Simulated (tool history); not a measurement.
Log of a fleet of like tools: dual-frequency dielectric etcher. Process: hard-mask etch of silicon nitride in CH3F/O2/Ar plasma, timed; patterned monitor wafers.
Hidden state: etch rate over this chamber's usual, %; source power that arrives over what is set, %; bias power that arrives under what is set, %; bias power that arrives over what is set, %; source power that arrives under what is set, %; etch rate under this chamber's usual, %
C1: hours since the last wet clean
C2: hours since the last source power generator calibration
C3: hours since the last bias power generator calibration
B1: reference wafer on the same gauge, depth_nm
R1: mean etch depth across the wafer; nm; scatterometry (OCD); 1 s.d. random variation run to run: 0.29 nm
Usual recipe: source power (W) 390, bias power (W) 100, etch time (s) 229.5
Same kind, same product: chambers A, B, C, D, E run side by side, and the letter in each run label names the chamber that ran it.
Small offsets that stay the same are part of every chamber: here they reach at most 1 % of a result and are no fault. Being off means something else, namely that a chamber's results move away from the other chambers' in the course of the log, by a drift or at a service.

{"hour": 0.1, "done": "chamber D: source power generator calibrated"}
{"run": "1B", "hour": 3.5, "source power (W)": 390, "bias power (W)": 100, "etch time (s)": 229.5, "C1": 92.4, "C2": 1173.8, "C3": 3553.1, "B1": 195.16, "R1": 179.94}
{"run": "2C", "hour": 6.8, "source power (W)": 390, "bias power (W)": 100, "etch time (s)": 229.5, "C1": 493.0, "C2": 1191.5, "C3": 473.6, "B1": 195.06, "R1": 177.97}
{"run": "3D", "hour": 10.4, "source power (W)": 390, "bias power (W)": 100, "etch time (s)": 229.5, "C1": 411.3, "C2": 10.3, "C3": 733.3, "B1": 195.14, "R1": 178.96}
{"run": "4E", "hour": 13.1, "source power (W)": 390, "bias power (W)": 100, "etch time (s)": 229.5, "C1": 45.4, "C2": 911.1, "C3": 2741.6, "B1": 195.09, "R1": 179.05}
{"run": "5A", "hour": 16.9, "source power (W)": 300, "bias power (W)": 100, "etch time (s)": 294.5, "C1": 171.4, "C2": 556.0, "C3": 117.8, "B1": 195.18, "R1": 206.42}
{"run": "6E", "hour": 21.3, "source power (W)": 300, "bias power (W)": 100, "etch time (s)": 294.5, "C1": 53.6, "C2": 919.3, "C3": 2749.8, "B1": 195.12, "R1": 208.38}
{"run": "7A", "hour": 25.6, "source power (W)": 300, "bias power (W)": 100, "etch time (s)": 294.5, "C1": 180.1, "C2": 564.7, "C3": 126.5, "B1": 195.25, "R1": 207.58}
{"run": "8D", "hour": 27.8, "source power (W)": 300, "bias power (W)": 100, "etch time (s)": 294.5, "C1": 428.7, "C2": 27.7, "C3": 750.7, "B1": 195.4, "R1": 208.96}
{"run": "9C", "hour": 30.4, "source power (W)": 300, "bias power (W)": 100, "etch time (s)": 294.5, "C1": 516.6, "C2": 1215.1, "C3": 497.2, "B1": 195.28, "R1": 207.1}
{"run": "10B", "hour": 33.5, "source power (W)": 390, "bias power (W)": 100, "etch time (s)": 229.5, "C1": 122.4, "C2": 1203.8, "C3": 3583.1, "B1": 195.27, "R1": 180.3}
{"run": "11E", "hour": 37.4, "source power (W)": 390, "bias power (W)": 100, "etch time (s)": 229.5, "C1": 69.7, "C2": 935.4, "C3": 2765.9, "B1": 195.36, "R1": 179.86}
{"run": "12D", "hour": 41.1, "source power (W)": 390, "bias power (W)": 100, "etch time (s)": 229.5, "C1": 442.0, "C2": 41.0, "C3": 764.0, "B1": 195.43, "R1": 179.69}
{"run": "13C", "hour": 44.9, "source power (W)": 390, "bias power (W)": 100, "etch time (s)": 229.5, "C1": 531.1, "C2": 1229.6, "C3": 511.7, "B1": 195.45, "R1": 177.94}
{"run": "14B", "hour": 48.1, "source power (W)": 390, "bias power (W)": 100, "etch time (s)": 229.5, "C1": 137.0, "C2": 1218.4, "C3": 3597.7, "B1": 195.5, "R1": 180.69}
{"run": "15A", "hour": 51.1, "source power (W)": 390, "bias power (W)": 100, "etch time (s)": 229.5, "C1": 205.6, "C2": 590.2, "C3": 152.0, "B1": 195.52, "R1": 177.83}
{"run": "16A", "hour": 53.6, "source power (W)": 390, "bias power (W)": 100, "etch time (s)": 229.5, "C1": 208.1, "C2": 592.7, "C3": 154.5, "B1": 195.58, "R1": 177.24}
{"run": "17C", "hour": 57.7, "source power (W)": 420, "bias power (W)": 100, "etch time (s)": 289.5, "C1": 543.9, "C2": 1242.4, "C3": 524.5, "B1": 195.51, "R1": 230.27}
{"run": "18B", "hour": 60.4, "source power (W)": 420, "bias power (W)": 100, "etch time (s)": 289.5, "C1": 149.3, "C2": 1230.7, "C3": 3610.0, "B1": 195.62, "R1": 235.07}
{"run": "19D", "hour": 62.9, "source power (W)": 420, "bias power (W)": 100, "etch time (s)": 289.5, "C1": 463.8, "C2": 62.8, "C3": 785.8, "B1": 195.64, "R1": 233.59}
{"run": "20E", "hour": 65.3, "source power (W)": 420, "bias power (W)": 100, "etch time (s)": 289.5, "C1": 97.6, "C2": 963.3, "C3": 2793.8, "B1": 195.58, "R1": 233.0}
{"run": "21B", "hour": 68.7, "source power (W)": 420, "bias power (W)": 100, "etch time (s)": 289.5, "C1": 157.6, "C2": 1239.0, "C3": 3618.3, "B1": 195.7, "R1": 234.96}
{"run": "22A", "hour": 73.1, "source power (W)": 390, "bias power (W)": 100, "etch time (s)": 229.5, "C1": 227.6, "C2": 612.2, "C3": 174.0, "B1": 195.78, "R1": 177.95}
{"run": "23E", "hour": 75.7, "source power (W)": 390, "bias power (W)": 100, "etch time (s)": 229.5, "C1": 108.0, "C2": 973.7, "C3": 2804.2, "B1": 195.8, "R1": 179.55}
{"run": "24D", "hour": 77.7, "source power (W)": 390, "bias power (W)": 100, "etch time (s)": 291.0, "C1": 478.6, "C2": 77.6, "C3": 800.6, "B1": 195.82, "R1": 227.99}
{"run": "25C", "hour": 81.1, "source power (W)": 390, "bias power (W)": 100, "etch time (s)": 291.0, "C1": 567.3, "C2": 1265.8, "C3": 547.9, "B1": 195.87, "R1": 226.18}
{"run": "26B", "hour": 85.5, "source power (W)": 390, "bias power (W)": 100, "etch time (s)": 291.0, "C1": 174.4, "C2": 1255.8, "C3": 3635.1, "B1": 195.86, "R1": 229.97}
{"run": "27D", "hour": 87.4, "source power (W)": 390, "bias power (W)": 100, "etch time (s)": 291.0, "C1": 488.3, "C2": 87.3, "C3": 810.3, "B1": 195.91, "R1": 228.27}
{"run": "28E", "hour": 89.4, "source power (W)": 390, "bias power (W)": 100, "etch time (s)": 291.0, "C1": 121.7, "C2": 987.4, "C3": 2817.9, "B1": 195.94, "R1": 227.69}
{"run": "29C", "hour": 92.4, "source power (W)": 390, "bias power (W)": 100, "etch time (s)": 229.5, "C1": 578.6, "C2": 1277.1, "C3": 559.2, "B1": 195.96, "R1": 178.92}
{"run": "30A", "hour": 95.9, "source power (W)": 390, "bias power (W)": 100, "etch time (s)": 229.5, "C1": 250.4, "C2": 635.0, "C3": 196.8, "B1": 195.94, "R1": 178.7}
{"hour": 98.6, "done": "chamber D: wet clean of the chamber"}
{"run": "31A", "hour": 100.0, "source power (W)": 390, "bias power (W)": 100, "etch time (s)": 229.5, "C1": 254.5, "C2": 639.1, "C3": 200.9, "B1": 196.04, "R1": 177.81}
{"run": "32E", "hour": 102.6, "source power (W)": 390, "bias power (W)": 100, "etch time (s)": 229.5, "C1": 134.9, "C2": 1000.6, "C3": 2831.1, "B1": 196.13, "R1": 179.92}
{"run": "33C", "hour": 105.1, "source power (W)": 390, "bias power (W)": 100, "etch time (s)": 229.5, "C1": 591.3, "C2": 1289.8, "C3": 571.9, "B1": 196.13, "R1": 178.8}
{"run": "34D", "hour": 109.0, "source power (W)": 390, "bias power (W)": 100, "etch time (s)": 229.5, "C1": 10.5, "C2": 108.9, "C3": 831.9, "B1": 196.12, "R1": 180.37}
{"run": "35B", "hour": 112.0, "source power (W)": 390, "bias power (W)": 100, "etch time (s)": 229.5, "C1": 200.9, "C2": 1282.3, "C3": 3661.6, "B1": 196.2, "R1": 181.45}
{"run": "36D", "hour": 115.7, "source power (W)": 390, "bias power (W)": 100, "etch time (s)": 229.5, "C1": 17.2, "C2": 115.6, "C3": 838.6, "B1": 196.24, "R1": 179.8}
{"run": "37C", "hour": 119.1, "source power (W)": 350, "bias power (W)": 100, "etch time (s)": 229.5, "C1": 605.3, "C2": 1303.8, "C3": 585.9, "B1": 196.24, "R1": 171.34}
{"run": "38A", "hour": 122.3, "source power (W)": 350, "bias power (W)": 100, "etch time (s)": 229.5, "C1": 276.8, "C2": 661.4, "C3": 223.2, "B1": 196.2, "R1": 171.12}

Each of the 5 chambers runs these same settings next. Fill in every chamber's results:
{"run": "39A", "hour": 125.5, "source power (W)": 390, "bias power (W)": 100, "etch time (s)": 229.5, "R1": "?"}
{"run": "39B", "hour": 125.5, "source power (W)": 390, "bias power (W)": 100, "etch time (s)": 229.5, "R1": "?"}
{"run": "39C", "hour": 125.5, "source power (W)": 390, "bias power (W)": 100, "etch time (s)": 229.5, "R1": "?"}
{"run": "39D", "hour": 125.5, "source power (W)": 390, "bias power (W)": 100, "etch time (s)": 229.5, "R1": "?"}
{"run": "39E", "hour": 125.5, "source power (W)": 390, "bias power (W)": 100, "etch time (s)": 229.5, "R1": "?"}

run=39A R1=178.06
run=39B R1=181.51
run=39C R1=179.04
run=39D R1=180.30
run=39E R1=179.78

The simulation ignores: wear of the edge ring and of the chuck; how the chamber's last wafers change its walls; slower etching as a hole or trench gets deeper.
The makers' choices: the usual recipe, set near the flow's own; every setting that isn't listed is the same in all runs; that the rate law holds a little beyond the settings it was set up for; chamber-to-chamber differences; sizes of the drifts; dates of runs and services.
